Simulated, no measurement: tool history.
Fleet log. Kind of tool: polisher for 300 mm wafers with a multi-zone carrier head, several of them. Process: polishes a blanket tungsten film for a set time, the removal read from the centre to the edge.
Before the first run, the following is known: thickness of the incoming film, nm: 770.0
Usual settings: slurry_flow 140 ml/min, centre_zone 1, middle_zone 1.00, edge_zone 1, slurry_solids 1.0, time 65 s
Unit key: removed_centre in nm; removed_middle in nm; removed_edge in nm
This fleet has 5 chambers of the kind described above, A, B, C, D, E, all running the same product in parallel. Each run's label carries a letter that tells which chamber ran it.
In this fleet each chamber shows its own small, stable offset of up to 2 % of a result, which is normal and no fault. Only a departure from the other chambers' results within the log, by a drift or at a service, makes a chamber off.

| run | hour | slurry_flow | centre_zone | middle_zone | edge_zone | slurry_solids | time | wafers polished on this pad | hours since the slurry nozzle was cleaned | hours since the centre zone pressure was calibrated | hours since the edge zone pressure was calibrated | removed_centre | removed_middle | removed_edge |
|---|---|---|---|---|---|---|---|---|---|---|---|---|---|---|
| 1C | 4.2 | 140 | 1 | 1.00 | 1 | 1.0 | 65 | 93 | 653.4 | 193.7 | 263.8 | 300.52 | 300.26 | 302.03 |
| 2E | 11.8 | 140 | 1 | 1.00 | 1 | 1.0 | 65 | 785 | 138.1 | 1370.4 | 14.7 | 302.66 | 301.52 | 298.83 |
|  | 16.2 | chamber B: slurry nozzle cleaned |
| 3B | 20.0 | 140 | 1 | 1.00 | 1 | 1.0 | 65 | 439 | 3.9 | 312.7 | 1356.4 | 304.86 | 301.74 | 307.42 |
| 4A | 25.6 | 140 | 1 | 1.00 | 1 | 1.0 | 65 | 539 | 34.3 | 190.2 | 819.9 | 297.74 | 298.36 | 306.07 |
|  | 26.2 | chamber A: worn pad replaced by a new one |
| 5D | 31.7 | 140 | 1 | 1.00 | 1 | 1.0 | 65 | 602 | 175.7 | 862.0 | 116.9 | 304.01 | 305.19 | 289.62 |
| 6A | 38.2 | 140 | 1 | 1.00 | 1 | 1.0 | 65 | 97 | 46.9 | 202.8 | 832.5 | 302.77 | 301.00 | 303.33 |
|  | 38.6 | chamber C: slurry nozzle cleaned |
| 7E | 43.0 | 140 | 1 | 1.08 | 1 | 1.0 | 65 | 1037 | 169.3 | 1401.6 | 45.9 | 297.43 | 322.45 | 297.47 |
| 8D | 47.2 | 140 | 1 | 1.08 | 1 | 1.0 | 65 | 727 | 191.2 | 877.5 | 132.4 | 295.79 | 323.45 | 299.95 |
| 9B | 51.7 | 140 | 1 | 1.08 | 1 | 1.0 | 65 | 696 | 35.6 | 344.4 | 1388.1 | 305.16 | 325.65 | 300.68 |
| 10C | 56.0 | 140 | 1 | 1.08 | 1 | 1.0 | 65 | 512 | 17.4 | 245.5 | 315.6 | 299.42 | 321.51 | 295.92 |
| 11B | 62.8 | 140 | 1 | 1.08 | 1 | 1.0 | 65 | 786 | 46.7 | 355.5 | 1399.2 | 307.98 | 321.64 | 311.47 |
|  | 64.4 | chamber B: centre zone pressure recalibrated |
| 12E | 68.2 | 140 | 1 | 1.00 | 1 | 1.0 | 65 | 1241 | 194.5 | 1426.8 | 71.1 | 299.76 | 296.45 | 303.90 |
| 13C | 74.8 | 140 | 1 | 1.00 | 1 | 1.0 | 65 | 664 | 36.2 | 264.3 | 334.4 | 298.71 | 293.76 | 299.58 |
|  | 75.6 | chamber E: worn pad replaced by a new one |
|  | 78.7 | chamber B: worn pad replaced by a new one |
| 14D | 79.8 | 140 | 1 | 1.00 | 1 | 1.0 | 65 | 991 | 223.8 | 910.1 | 165.0 | 307.70 | 296.83 | 298.40 |
| 15A | 85.9 | 140 | 1 | 1.00 | 1 | 1.0 | 65 | 483 | 94.6 | 250.5 | 880.2 | 292.46 | 300.56 | 303.21 |
| 16C | 92.1 | 140 | 1 | 1.00 | 1 | 0.7 | 73 | 804 | 53.5 | 281.6 | 351.7 | 306.02 | 309.75 | 313.58 |
| 17B | 97.0 | 140 | 1 | 1.00 | 1 | 0.7 | 73 | 148 | 80.9 | 32.6 | 1433.4 | 320.21 | 321.37 | 316.97 |
|  | 98.7 | chamber A: worn pad replaced by a new one |
|  | 101.1 | chamber D: slurry nozzle cleaned |
| 18D | 105.4 | 140 | 1 | 1.00 | 1 | 0.7 | 73 | 1198 | 4.3 | 935.7 | 190.6 | 313.03 | 315.74 | 310.66 |
| 19E | 111.8 | 140 | 1 | 1.00 | 1 | 0.7 | 73 | 293 | 238.1 | 1470.4 | 114.7 | 309.60 | 311.43 | 306.82 |
| 20A | 116.4 | 140 | 1 | 1.00 | 1 | 0.7 | 73 | 143 | 125.1 | 281.0 | 910.7 | 301.01 | 319.75 | 315.70 |
| 21C | 120.5 | 140 | 1 | 1.00 | 1 | 1.0 | 65 | 1034 | 81.9 | 310.0 | 380.1 | 296.44 | 291.08 | 308.67 |
| 22B | 127.3 | 140 | 1 | 1.00 | 1 | 1.0 | 65 | 393 | 111.2 | 62.9 | 1463.7 | 300.20 | 304.54 | 300.93 |
|  | 128.3 | chamber C: worn pad replaced by a new one |
| 23D | 131.5 | 140 | 1 | 1.00 | 1 | 1.0 | 65 | 1409 | 30.4 | 961.8 | 216.7 | 304.75 | 297.94 | 295.75 |
| 24A | 138.4 | 140 | 1 | 1.00 | 1 | 1.0 | 65 | 321 | 147.1 | 303.0 | 932.7 | 299.74 | 306.25 | 301.55 |
| 25E | 143.2 | 140 | 1 | 1.00 | 1 | 1.0 | 65 | 547 | 269.5 | 1501.8 | 146.1 | 299.87 | 297.59 | 298.86 |
|  | 145.0 | chamber D: worn pad replaced by a new one |
|  | 148.1 | chamber D: centre zone pressure recalibrated |
| 26E | 148.2 | 140 | 1 | 1.00 | 1 | 1.2 | 65 | 587 | 274.5 | 1506.8 | 151.1 | 319.98 | 313.42 | 321.04 |
|  | 149.6 | chamber E: centre zone pressure recalibrated |
| 27B | 154.6 | 140 | 1 | 1.00 | 1 | 1.2 | 65 | 614 | 138.5 | 90.2 | 1491.0 | 323.43 | 308.00 | 320.12 |
| 28D | 161.1 | 140 | 1 | 1.00 | 1 | 1.2 | 65 | 130 | 60.0 | 13.0 | 246.3 | 317.60 | 318.18 | 311.44 |
| 29C | 166.7 | 140 | 1 | 1.00 | 1 | 1.2 | 65 | 311 | 128.1 | 356.2 | 426.3 | 303.90 | 313.27 | 319.64 |
|  | 167.9 | chamber A: worn pad replaced by a new one |
| 30A | 172.2 | 140 | 1 | 1.00 | 1 | 1.2 | 65 | 34 | 180.9 | 336.8 | 966.5 | 316.23 | 310.91 | 321.32 |
| 31C | 177.5 | 140 | 1 | 1.00 | 1 | 1.0 | 65 | 398 | 138.9 | 367.0 | 437.1 | 299.95 | 289.52 | 298.36 |
| 32A | 184.6 | 140 | 1 | 1.00 | 1 | 1.0 | 65 | 135 | 193.3 | 349.2 | 978.9 | 298.93 | 305.39 | 309.71 |
| 33E | 192.3 | 140 | 1 | 1.00 | 1 | 1.0 | 65 | 944 | 318.6 | 42.8 | 195.2 | 302.99 | 306.85 | 301.14 |

Read the log: is a single chamber off, either drifting away or since a service, is the gauge that measures every chamber drifting, or is nothing wrong beyond small per-chamber offsets? Name any odd chamber and what most likely caused it.

No chamber is off and the gauge is stable; the differences are just each chamber's small, constant offset.

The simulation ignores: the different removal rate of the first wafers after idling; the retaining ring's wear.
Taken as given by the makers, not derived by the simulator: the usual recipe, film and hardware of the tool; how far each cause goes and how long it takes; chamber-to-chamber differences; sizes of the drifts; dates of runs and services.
